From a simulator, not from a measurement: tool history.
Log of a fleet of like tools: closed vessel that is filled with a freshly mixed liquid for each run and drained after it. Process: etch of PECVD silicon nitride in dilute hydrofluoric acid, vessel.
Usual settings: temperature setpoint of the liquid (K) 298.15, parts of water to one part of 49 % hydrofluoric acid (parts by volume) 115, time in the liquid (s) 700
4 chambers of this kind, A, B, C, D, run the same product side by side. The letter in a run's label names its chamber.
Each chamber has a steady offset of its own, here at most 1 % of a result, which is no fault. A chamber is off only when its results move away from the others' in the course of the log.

run   hour  temperature setpoint of the liquid (K)  parts of water to one part of 49 % hydrofluoric acid (parts by volume)  time in the liquid (s)  hours since the thermometer was replaced  hours since the hydrofluoric acid flow meter was replaced  read-back film thickness of the PECVD silicon nitride reference wafer, read on the same gauge (nm)  thickness taken off the PECVD silicon nitride on a monitor wafer (nm)
 1D    9.9                                  298.15                                                                     115                     700                                       460                                                     1635.4                                                                                              90.002                                                                 37.525
 2A   18.7                                  298.15                                                                     115                     700                                    1420.6                                                      900.5                                                                                              90.033                                                                 36.793
 3C     28                                  298.15                                                                     115                     700                                    2053.2                                                      228.3                                                                                              90.025                                                                 36.558
 4B   38.5                                  298.15                                                                     115                     700                                     104.6                                                     2302.6                                                                                              90.034                                                                 36.193
 5A   53.9                                  298.15                                                                     115                     700                                    1455.8                                                      935.7                                                                                              89.996                                                                 36.234
 6C   63.5                                  298.15                                                                     115                     700                                    2088.7                                                      263.8                                                                                              90.029                                                                 37.332
 7D   73.9                                  298.15                                                                     115                     700                                       524                                                     1699.4                                                                                              89.985                                                                 37.219
 8B   85.7                                  298.15                                                                     115                     700                                     151.8                                                     2349.8                                                                                              90.017                                                                 36.418
 9A   98.5                                  298.15                                                                     115                     700                                    1500.4                                                      980.3                                                                                              89.979                                                                   36.9
     103.4  -- chamber C: thermometer replaced
10B  109.4                                  293.65                                                                      70                     700                                     175.5                                                     2373.5                                                                                              90.002                                                                 43.913
11D  118.6                                  293.65                                                                      70                     700                                     568.7                                                     1744.1                                                                                               89.99                                                                 44.884
     127.5  -- chamber B: hydrofluoric acid flow meter replaced
12C  127.6                                  293.65                                                                      70                     700                                      24.3                                                      327.9                                                                                              89.997                                                                 45.035
13D  136.9                                  293.65                                                                      70                     700                                       587                                                     1762.4                                                                                              90.009                                                                 45.866
14C  149.8                                  298.15                                                                     115                     700                                      46.5                                                      350.1                                                                                              90.002                                                                 37.153
15B    161                                  298.15                                                                     115                     700                                     227.1                                                       33.6                                                                                              89.979                                                                 36.284
16A  173.9                                  298.15                                                                     115                     700                                    1575.8                                                     1055.7                                                                                              90.003                                                                 38.235
17A  187.4                                  298.15                                                                     115                     700                                    1589.3                                                     1069.2                                                                                              89.956                                                                 38.159
18C    200                                  298.15                                                                     115                     700                                      96.7                                                      400.3                                                                                              90.026                                                                 37.344
19B  207.5                                  298.15                                                                     115                     700                                     273.6                                                       80.1                                                                                              90.015                                                                 36.211
     214.7  -- chamber A: hydrofluoric acid flow meter replaced
20D  219.3                                  298.15                                                                     115                     700                                     669.4                                                     1844.8                                                                                              89.989                                                                 37.885
21C  233.3                                  298.15                                                                     115                     700                                       130                                                      433.6                                                                                              90.003                                                                 37.507
22A  241.6                                  298.15                                                                     115                     700                                    1643.5                                                         27                                                                                              90.013                                                                 38.831
23D  250.5                                  300.15                                                                     145                     700                                     700.6                                                       1876                                                                                              90.057                                                                 33.973
24B  259.8                                  300.15                                                                     145                     700                                     325.9                                                      132.4                                                                                              89.964                                                                 33.194
25B  272.8                                  300.15                                                                     145                     700                                     338.9                                                      145.4                                                                                              89.987                                                                 32.968
26A  283.5                                  300.15                                                                     145                     700                                    1685.4                                                       68.9                                                                                              89.989                                                                   35.6
27C  294.9                                  298.15                                                                     115                     700                                     191.6                                                      495.2                                                                                              89.978                                                                 37.027
28D  306.1                                  298.15                                                                     115                     830                                     756.2                                                     1931.6                                                                                              90.013                                                                  44.52
29D  318.7                                  298.15                                                                     115                     830                                     768.8                                                     1944.2                                                                                              90.042                                                                 43.846
30C  332.2                                  298.15                                                                     115                     830                                     228.9                                                      532.5                                                                                              90.035                                                                 44.008
31A  345.3                                  298.15                                                                     115                     830                                    1747.2                                                      130.7                                                                                               90.01                                                                 47.748
32B  358.3                                  298.15                                                                     115                     700                                     424.4                                                      230.9                                                                                              89.971                                                                 36.437
33B    367                                  296.15                                                                      60                     700                                     433.1                                                      239.6                                                                                              89.979                                                                 59.719
       372  -- chamber C: hydrofluoric acid flow meter replaced
34D  377.3                                  296.15                                                                      60                     700                                     827.4                                                     2002.8                                                                                              90.009                                                                 63.106
35A  391.7                                  296.15                                                                      60                     700                                    1793.6                                                      177.1                                                                                              90.007                                                                 67.411
     394.7  -- chamber D: hydrofluoric acid flow meter replaced
36C  402.3                                  296.15                                                                      60                     700                                       299                                                       30.4                                                                                              90.009                                                                 62.718
37D  417.6                                  298.15                                                                     115                    1045                                     867.7                                                       22.9                                                                                              89.999                                                                 55.506
38A  429.1                                  298.15                                                                     115                    1045                                      1831                                                      214.5                                                                                              89.988                                                                 61.316
39B  439.6                                  298.15                                                                     115                    1045                                     505.7                                                      312.2                                                                                              89.995                                                                  53.91
40C  446.8                                  298.15                                                                     115                    1045                                     343.5                                                       74.9                                                                                              90.004                                                                 55.449
41A    454                                  298.15                                                                     115                     700                                    1855.9                                                      239.4                                                                                              89.993                                                                 41.587

What goes on in this fleet: one chamber off, a drifting gauge, or nothing beyond the chambers' own small offsets? Name the chamber and the cause, if any.

Chamber A drifts away from the others.
Cause: liquid hotter than its thermometer reads (K) = 1.97.

Here are 4 candidates for chamber A's next run, each the usual settings with a change, their results left as question marks. Which one brings its results back in line with what the others give on the usual settings?
In line means no further than this from the other chambers' mean on the usual settings: thickness taken off the PECVD silicon nitride on a monitor wafer (nm) 1.2
42A-1  465.2                                  298.15                                                                     115                     615                                                                                                                                                                                                                                                                               ?
42A-2  465.2                                  298.65                                                                     105                     780                                                                                                                                                                                                                                                                               ?
42A-3  465.2                                  298.15                                                                     115                     560                                                                                                                                                                                                                                                                               ?
42A-4  465.2                                  300.15                                                                     115                     700                                                                                                                                                                                                                                                                               ?

The other chambers' mean on the usual settings: thickness taken off the PECVD silicon nitride on a monitor wafer (nm) 36.932
  run  thickness taken off the PECVD silicon nitride on a monitor wafer (nm)
42A-1                                                                 36.568
42A-2                                                                 52.358
42A-3                                                                 33.298
42A-4                                                                 47.154
42A-1 brings the chamber back in line.

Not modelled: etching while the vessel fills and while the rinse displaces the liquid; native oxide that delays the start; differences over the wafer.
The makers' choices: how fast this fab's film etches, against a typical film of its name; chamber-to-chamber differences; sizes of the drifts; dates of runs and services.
